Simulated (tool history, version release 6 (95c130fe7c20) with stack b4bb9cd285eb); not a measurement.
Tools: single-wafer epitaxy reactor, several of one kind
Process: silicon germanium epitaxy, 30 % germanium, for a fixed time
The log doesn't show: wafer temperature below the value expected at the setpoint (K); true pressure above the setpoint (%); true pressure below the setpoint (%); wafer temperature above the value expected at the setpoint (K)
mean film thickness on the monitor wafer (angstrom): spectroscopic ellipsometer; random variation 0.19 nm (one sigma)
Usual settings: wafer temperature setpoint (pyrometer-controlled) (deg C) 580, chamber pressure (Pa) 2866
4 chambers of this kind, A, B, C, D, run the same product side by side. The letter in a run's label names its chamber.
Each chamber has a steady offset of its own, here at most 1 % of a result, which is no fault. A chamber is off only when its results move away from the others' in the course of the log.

| run | hour | wafer temperature setpoint (pyrometer-controlled) (deg C) | chamber pressure (Pa) | hours since the last pyrometer calibration | hours since the last manometer calibration | read-back reference wafer on the same gauge, thickness_nm | mean film thickness on the monitor wafer (angstrom) |
|---|---|---|---|---|---|---|---|
| 1C | 12.1 | 580 | 2866 | 735.1 | 790.2 | 50.101 | 422 |
| 2D | 26.8 | 580 | 2866 | 576 | 2043.6 | 49.984 | 419.03 |
| 3A | 34.8 | 580 | 2866 | 321.4 | 339.9 | 49.984 | 415.51 |
| 4B | 44.3 | 580 | 2866 | 446.1 | 594.5 | 49.953 | 417.87 |
| 5A | 55.6 | 580 | 3173 | 342.2 | 360.7 | 50.014 | 439.33 |
| 6C | 62.3 | 580 | 3173 | 785.3 | 840.4 | 50.009 | 439.54 |
| 7B | 73.1 | 580 | 3173 | 474.9 | 623.3 | 50.011 | 434.12 |
| 8D | 84.6 | 580 | 3173 | 633.8 | 2101.4 | 50.008 | 435.42 |
| 9B | 91.7 | 580 | 2866 | 493.5 | 641.9 | 50.058 | 421.6 |
| 10C | 106.4 | 580 | 2866 | 829.4 | 884.5 | 49.94 | 421.62 |
| 11D | 119.4 | 580 | 2866 | 668.6 | 2136.2 | 50.003 | 419.73 |
| 12A | 129.2 | 580 | 2866 | 415.8 | 434.3 | 49.978 | 416.8 |
| 13B | 137.4 | 580 | 2866 | 539.2 | 687.6 | 50.054 | 414.49 |
| 14A | 150.2 | 580 | 2866 | 436.8 | 455.3 | 49.977 | 419.71 |
| 15C | 158.7 | 580 | 2866 | 881.7 | 936.8 | 49.989 | 420.25 |
| 16D | 172.2 | 580 | 2866 | 721.4 | 2189 | 49.964 | 417.36 |
| 17A | 181.7 | 580 | 2866 | 468.3 | 486.8 | 49.983 | 417.87 |
| 18D | 194.1 | 580 | 2866 | 743.3 | 2210.9 | 49.973 | 421.06 |
| 19C | 205.7 | 580 | 2866 | 928.7 | 983.8 | 50.023 | 422.59 |
| 20B | 218.9 | 580 | 2866 | 620.7 | 769.1 | 49.975 | 404.04 |
| 21C | 228 | 580 | 2866 | 951 | 1006.1 | 49.984 | 420.82 |
| 22D | 239.9 | 580 | 2866 | 789.1 | 2256.7 | 49.977 | 421.83 |
| 23B | 246.4 | 580 | 2866 | 648.2 | 796.6 | 49.996 | 403.83 |
| 24A | 260.9 | 580 | 2866 | 547.5 | 566 | 49.953 | 415.69 |
| 25D | 269.9 | 580 | 2866 | 819.1 | 2286.7 | 50.047 | 421.08 |
| 26C | 280.6 | 580 | 3293 | 1003.6 | 1058.7 | 50.027 | 445.02 |
| 27A | 293.4 | 580 | 3293 | 580 | 598.5 | 50.059 | 439.54 |
| 28B | 302.9 | 580 | 3293 | 704.7 | 853.1 | 50.002 | 416.74 |
| 29A | 311.3 | 580 | 3293 | 597.9 | 616.4 | 49.989 | 447.9 |
|  | 322.9 | chamber C: capacitance manometer re-zeroed and calibrated |
| 30D | 323.3 | 580 | 2866 | 872.5 | 2340.1 | 49.913 | 419.29 |
| 31C | 331.6 | 580 | 2866 | 1054.6 | 8.7 | 49.986 | 422.18 |
| 32B | 344.5 | 580 | 2866 | 746.3 | 894.7 | 50.06 | 395.28 |
| 33D | 350.9 | 580 | 2866 | 900.1 | 2367.7 | 50.018 | 421.24 |
| 34C | 358.1 | 580 | 2866 | 1081.1 | 35.2 | 50.023 | 418.17 |

Is one chamber off against the others, does the gauge drift, or is nothing wrong? If a chamber is off, say which, and what the likeliest cause is.

Chamber B drifts away from the others.
Cause: wafer temperature below the value expected at the setpoint (K) = 3.

Here are 4 candidates for chamber B's next run, each the usual settings with a change, their results left as question marks. Which one brings its results back in line with what the others give on the usual settings?
In line means no further than this from the other chambers' mean on the usual settings: mean film thickness on the monitor wafer (angstrom) 6.8
| 35B-1 | 368.9 | 579 | 2866 |  |  |  | ? |
| 35B-2 | 368.9 | 580 | 3333 |  |  |  | ? |
| 35B-3 | 368.9 | 580 | 3026 |  |  |  | ? |
| 35B-4 | 368.9 | 577 | 2813 |  |  |  | ? |

The other chambers' mean on the usual settings: mean film thickness on the monitor wafer (angstrom) 420.07
| run | mean film thickness on the monitor wafer (angstrom) |
|---|---|
| 35B-1 | 385.1 |
| 35B-2 | 417.27 |
| 35B-3 | 401.39 |
| 35B-4 | 367.48 |
35B-2 brings the chamber back in line.
